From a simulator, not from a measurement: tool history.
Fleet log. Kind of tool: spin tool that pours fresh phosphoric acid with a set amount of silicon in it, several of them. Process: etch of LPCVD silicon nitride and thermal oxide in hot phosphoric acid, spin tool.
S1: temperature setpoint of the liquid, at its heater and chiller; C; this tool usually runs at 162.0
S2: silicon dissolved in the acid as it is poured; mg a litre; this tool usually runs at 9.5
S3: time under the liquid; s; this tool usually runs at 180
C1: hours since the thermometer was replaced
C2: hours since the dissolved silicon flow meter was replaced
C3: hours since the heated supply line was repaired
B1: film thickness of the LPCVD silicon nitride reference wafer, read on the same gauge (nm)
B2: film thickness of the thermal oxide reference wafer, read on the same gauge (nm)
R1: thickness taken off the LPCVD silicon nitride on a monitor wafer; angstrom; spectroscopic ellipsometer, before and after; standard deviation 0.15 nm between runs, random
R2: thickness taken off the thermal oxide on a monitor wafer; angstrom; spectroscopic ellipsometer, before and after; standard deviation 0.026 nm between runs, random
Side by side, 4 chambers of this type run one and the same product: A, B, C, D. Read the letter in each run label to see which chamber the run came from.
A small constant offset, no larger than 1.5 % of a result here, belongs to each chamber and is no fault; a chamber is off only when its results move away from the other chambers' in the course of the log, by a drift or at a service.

| run | day | S1 | S2 | S3 | C1 | C2 | C3 | B1 | B2 | R1 | R2 |
|---|---|---|---|---|---|---|---|---|---|---|---|
| 1C | 0.375 | 162.0 | 9.5 | 180 | 1126.0 | 1859.7 | 489.7 | 150.02 | 80.003 | 157.850 | 4.5889 |
|  | 0.529 | chamber D: heated supply line repaired |
| 2D | 0.954 | 162.0 | 9.5 | 180 | 396.3 | 267.1 | 10.2 | 149.96 | 79.987 | 158.410 | 4.6033 |
| 3A | 1.383 | 162.0 | 9.5 | 180 | 311.6 | 883.0 | 1914.3 | 150.03 | 80.028 | 158.480 | 4.7845 |
| 4B | 1.817 | 162.0 | 9.5 | 180 | 992.0 | 1734.9 | 1673.2 | 149.94 | 79.991 | 156.280 | 4.7120 |
| 5A | 2.350 | 162.0 | 9.5 | 180 | 334.8 | 906.2 | 1937.5 | 149.99 | 79.998 | 155.030 | 4.6434 |
| 6D | 2.962 | 162.0 | 9.5 | 180 | 444.5 | 315.3 | 58.4 | 150.00 | 80.009 | 157.770 | 4.7719 |
| 7C | 3.554 | 162.0 | 9.5 | 180 | 1202.3 | 1936.0 | 566.0 | 150.02 | 80.027 | 155.310 | 4.5843 |
| 8B | 3.867 | 162.0 | 9.5 | 180 | 1041.2 | 1784.1 | 1722.4 | 150.00 | 80.019 | 157.070 | 4.1575 |
| 9D | 4.471 | 162.0 | 9.5 | 180 | 480.7 | 351.5 | 94.6 | 150.02 | 79.979 | 158.190 | 4.7911 |
| 10C | 4.912 | 162.0 | 9.5 | 180 | 1234.9 | 1968.6 | 598.6 | 149.98 | 79.990 | 154.740 | 4.4070 |
| 11A | 5.358 | 161.0 | 11.5 | 180 | 407.0 | 978.4 | 2009.7 | 150.04 | 80.017 | 150.770 | 4.1203 |
| 12B | 5.750 | 161.0 | 11.5 | 180 | 1086.4 | 1829.3 | 1767.6 | 150.02 | 80.007 | 151.130 | 4.2351 |
| 13C | 6.025 | 161.0 | 11.5 | 180 | 1261.6 | 1995.3 | 625.3 | 150.02 | 80.020 | 149.510 | 3.9213 |
| 14A | 6.454 | 161.0 | 11.5 | 180 | 433.3 | 1004.7 | 2036.0 | 150.00 | 79.998 | 148.640 | 4.0375 |
| 15B | 7.000 | 162.0 | 9.5 | 180 | 1116.4 | 1859.3 | 1797.6 | 150.06 | 79.999 | 157.120 | 4.6477 |
| 16D | 7.525 | 162.0 | 9.5 | 180 | 554.0 | 424.8 | 167.9 | 149.98 | 80.025 | 156.440 | 5.2301 |
| 17D | 8.096 | 162.0 | 9.5 | 180 | 567.7 | 438.5 | 181.6 | 149.97 | 80.003 | 155.590 | 4.5310 |
| 18B | 8.504 | 162.0 | 9.5 | 180 | 1152.5 | 1895.4 | 1833.7 | 150.03 | 79.989 | 157.830 | 4.8892 |
| 19A | 8.867 | 160.5 | 3.5 | 180 | 491.2 | 1062.6 | 2093.9 | 149.99 | 80.008 | 148.550 | 4.8578 |
| 20C | 9.350 | 160.5 | 3.5 | 180 | 1341.4 | 2075.1 | 705.1 | 150.00 | 80.009 | 141.130 | 4.3345 |
| 21B | 9.925 | 160.5 | 3.5 | 180 | 1186.6 | 1929.5 | 1867.8 | 150.02 | 80.012 | 151.010 | 5.1208 |
| 22D | 10.496 | 160.5 | 3.5 | 180 | 625.3 | 496.1 | 239.2 | 149.99 | 80.020 | 149.990 | 4.7965 |
| 23A | 10.883 | 159.5 | 9.5 | 100 | 539.6 | 1111.0 | 2142.3 | 149.99 | 80.000 | 79.781 | 2.3215 |
| 24C | 11.362 | 159.5 | 9.5 | 100 | 1389.7 | 2123.4 | 753.4 | 149.99 | 80.015 | 75.696 | 1.6977 |
| 25B | 11.850 | 159.5 | 9.5 | 100 | 1232.8 | 1975.7 | 1914.0 | 149.96 | 80.033 | 78.946 | 2.1407 |
| 26D | 12.375 | 159.5 | 9.5 | 100 | 670.4 | 541.2 | 284.3 | 149.99 | 79.996 | 80.963 | 2.2388 |
| 27C | 12.850 | 162.0 | 9.5 | 180 | 1425.4 | 2159.1 | 789.1 | 149.98 | 80.002 | 142.610 | 4.1694 |
| 28A | 13.125 | 162.0 | 9.5 | 180 | 593.4 | 1164.8 | 2196.1 | 150.00 | 80.013 | 156.590 | 4.4760 |
| 29B | 13.458 | 162.0 | 9.5 | 180 | 1271.4 | 2014.3 | 1952.6 | 149.99 | 80.017 | 157.500 | 4.6100 |
|  | 13.783 | chamber D: dissolved silicon flow meter replaced |
| 30A | 14.038 | 162.0 | 9.5 | 180 | 615.3 | 1186.7 | 2218.0 | 149.97 | 79.998 | 152.820 | 4.5917 |
|  | 14.054 | chamber A: heated supply line repaired |
| 31D | 14.588 | 162.0 | 9.5 | 180 | 723.5 | 19.3 | 337.4 | 150.00 | 80.004 | 156.090 | 4.7163 |
| 32C | 15.200 | 162.0 | 9.5 | 180 | 1481.8 | 2215.5 | 845.5 | 150.00 | 79.998 | 143.600 | 3.5497 |
| 33D | 15.550 | 162.0 | 9.5 | 180 | 746.6 | 42.4 | 360.5 | 150.02 | 79.987 | 158.520 | 4.6158 |
| 34B | 15.888 | 162.0 | 9.5 | 180 | 1329.7 | 2072.6 | 2010.9 | 149.98 | 79.995 | 158.820 | 4.9356 |
| 35C | 16.404 | 162.0 | 9.5 | 180 | 1510.7 | 2244.4 | 874.4 | 149.96 | 80.007 | 142.170 | 3.3152 |
| 36A | 16.896 | 162.0 | 9.5 | 180 | 683.9 | 1255.3 | 68.3 | 149.99 | 79.986 | 154.170 | 4.6956 |

Has any chamber moved away from the others, gradually or after a service, or does the common gauge drift, or do the chambers differ only by their own small steady offsets? State the chamber and the most likely cause if one applies.

Chamber C drifts away from the others.
Likeliest cause: temperature lost on the way to the wafer (K) = 3.4.

Below are 4 candidate recipes for chamber C's next run, each the usual settings with a change, their results shown as question marks. Which of them brings C's results back in line with what the other chambers give on the usual settings?
Counts as in line when no further than this from what the other chambers average on the usual settings: R1 5.400 angstrom; R2 0.9000 angstrom
| 37C-1 | 17.333 | 163.5 | 5.0 | 190 |  |  |  |  |  | ? | ? |
| 37C-2 | 17.333 | 159.5 | 18.0 | 160 |  |  |  |  |  | ? | ? |
| 37C-3 | 17.333 | 160.5 | 14.0 | 170 |  |  |  |  |  | ? | ? |
| 37C-4 | 17.333 | 165.0 | 0.0 | 200 |  |  |  |  |  | ? | ? |

The other chambers' mean on the usual settings: R1 156.790 angstrom; R2 4.7622 angstrom
| run | R1 | R2 |
|---|---|---|
| 37C-1 | 156.240 | 4.6446 |
| 37C-2 | 115.050 | 2.1585 |
| 37C-3 | 126.440 | 2.7306 |
| 37C-4 | 172.870 | 5.9923 |
It is 37C-1 that realigns the chamber with its peers.
